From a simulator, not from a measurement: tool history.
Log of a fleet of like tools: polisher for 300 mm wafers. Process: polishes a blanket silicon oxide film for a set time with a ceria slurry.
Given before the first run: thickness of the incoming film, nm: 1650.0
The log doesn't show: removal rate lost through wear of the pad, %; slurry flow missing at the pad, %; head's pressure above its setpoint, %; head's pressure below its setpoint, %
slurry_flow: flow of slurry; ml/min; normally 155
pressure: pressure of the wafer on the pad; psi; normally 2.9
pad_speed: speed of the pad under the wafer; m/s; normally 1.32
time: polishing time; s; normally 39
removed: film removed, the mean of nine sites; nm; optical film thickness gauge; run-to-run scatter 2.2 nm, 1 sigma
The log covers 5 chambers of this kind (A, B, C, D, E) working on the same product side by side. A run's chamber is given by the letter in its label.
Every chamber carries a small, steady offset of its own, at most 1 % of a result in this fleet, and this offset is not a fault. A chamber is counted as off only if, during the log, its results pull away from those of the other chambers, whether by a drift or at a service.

run,day,slurry_flow,pressure,pad_speed,time,wafers polished on this pad,hours since the slurry nozzle was cleaned,hours since the head pressure was calibrated,removed
# day 0.254: chamber C: worn pad replaced by a new one
1E,0.479,155,2.9,1.32,39,314,304.7,1199.4,195.89
# day 0.800: chamber D: worn pad replaced by a new one
2C,0.846,155,2.9,1.32,39,214,408.3,307.9,200.81
# day 1.142: chamber A: slurry nozzle cleaned
# day 1.204: chamber A: worn pad replaced by a new one
3A,1.246,155,2.9,1.32,39,15,2.6,408.0,198.42
4D,1.492,155,2.9,1.32,39,248,122.6,295.0,199.92
5B,1.808,155,2.9,1.32,39,1067,573.6,260.3,191.27
# day 1.854: chamber B: worn pad replaced by a new one
6E,2.242,155,2.9,1.32,39,949,347.0,1241.7,197.72
7D,2.525,155,2.9,1.32,39,620,147.4,319.8,198.82
8A,2.962,155,2.9,1.32,39,633,43.8,449.2,201.41
# day 3.008: chamber C: worn pad replaced by a new one
9B,3.221,155,2.9,1.16,46,492,607.5,294.2,204.27
# day 3.312: chamber E: worn pad replaced by a new one
10C,3.588,155,2.9,1.16,46,209,474.1,373.7,206.54
# day 4.012: chamber A: worn pad replaced by a new one
11E,4.012,155,2.9,1.16,46,252,389.5,1284.2,205.38
# day 4.067: chamber D: worn pad replaced by a new one
12B,4.329,155,2.9,1.16,46,891,634.1,320.8,203.81
13D,4.712,155,2.9,1.16,46,233,199.9,372.3,208.92
# day 4.733: chamber B: worn pad replaced by a new one
14C,5.225,155,2.9,1.32,39,798,513.4,413.0,199.17
15A,5.721,155,2.9,1.32,39,615,110.0,515.4,199.12
# day 5.846: chamber C: worn pad replaced by a new one
# day 6.100: chamber E: slurry nozzle cleaned
16E,6.125,155,2.9,1.32,47,1012,0.6,1334.9,232.82
17C,6.446,155,2.9,1.32,47,216,542.7,442.3,235.31
# day 6.512: chamber D: slurry nozzle cleaned
18B,6.754,155,2.9,1.32,47,727,692.3,379.0,235.77
# day 6.792: chamber A: worn pad replaced by a new one
19A,7.196,155,2.9,1.32,47,145,145.4,550.8,244.80
# day 7.221: chamber D: worn pad replaced by a new one
20D,7.533,155,2.9,1.32,47,112,24.5,440.0,238.07
21D,7.829,155,2.9,1.32,39,218,31.6,447.1,200.91
# day 8.054: chamber E: worn pad replaced by a new one
# day 8.075: chamber B: slurry nozzle cleaned
22A,8.146,205,2.9,1.32,39,487,168.2,573.6,208.88
# day 8.217: chamber B: worn pad replaced by a new one
# day 8.383: chamber E: head pressure recalibrated
23E,8.396,205,2.9,1.32,39,123,55.1,0.4,189.07
24C,8.896,205,2.9,1.32,39,1097,601.5,501.1,205.45
# day 9.021: chamber C: worn pad replaced by a new one
25B,9.296,205,2.9,1.32,39,388,29.3,440.0,202.89
# day 9.354: chamber A: worn pad replaced by a new one
26C,9.812,205,2.9,1.32,39,284,623.5,523.1,204.52
# day 9.829: chamber D: worn pad replaced by a new one
27A,10.225,155,2.9,1.32,39,314,218.1,623.5,198.67
28B,10.671,155,2.9,1.32,39,883,62.3,473.0,198.24
29D,11.133,155,2.5,1.32,39,470,110.9,526.4,171.31
# day 11.229: chamber B: worn pad replaced by a new one
30E,11.596,155,2.5,1.32,39,1274,131.9,77.2,160.67
# day 11.888: chamber A: worn pad replaced by a new one
31C,12.008,155,2.5,1.32,39,1074,676.2,575.8,166.34
# day 12.050: chamber E: worn pad replaced by a new one
32A,12.454,155,2.5,1.32,39,204,271.6,677.0,172.95
# day 12.883: chamber D: worn pad replaced by a new one
33D,12.967,155,2.5,1.32,39,30,154.9,570.4,171.99
34B,13.488,155,3.3,1.32,39,812,129.9,540.6,227.77
35E,13.758,155,3.3,1.32,39,615,183.8,129.1,206.46
36A,14.233,155,3.3,1.32,39,844,314.3,719.7,225.51

One chamber off, gauge drift, or nothing amiss beyond the chambers' own small offsets? If it is a chamber, which one, and what is the likeliest cause?

After it was serviced, chamber E no longer matches the other chambers.
Likeliest cause: head's pressure below its setpoint, % = 8.62.

Chamber E could run next with any of the 4 candidate recipes listed below; each alters the usual settings, and their results appear as question marks. Which one brings its results back in line with what the other chambers deliver on the usual settings?
A result is in line if it is within this distance of the other chambers' mean on the usual settings: removed 7.70 nm
37E-1,14.612,155,3.0,1.38,39,,,,?
37E-2,14.612,155,2.8,1.32,37,,,,?
37E-3,14.612,155,2.9,1.32,46,,,,?
37E-4,14.612,150,2.5,1.32,39,,,,?

Other chambers, usual settings, mean: removed 197.85 nm
run,removed
37E-1,195.66
37E-2,165.91
37E-3,213.52
37E-4,155.55
37E-1 is the one that brings the chamber's results back in line with the other chambers.
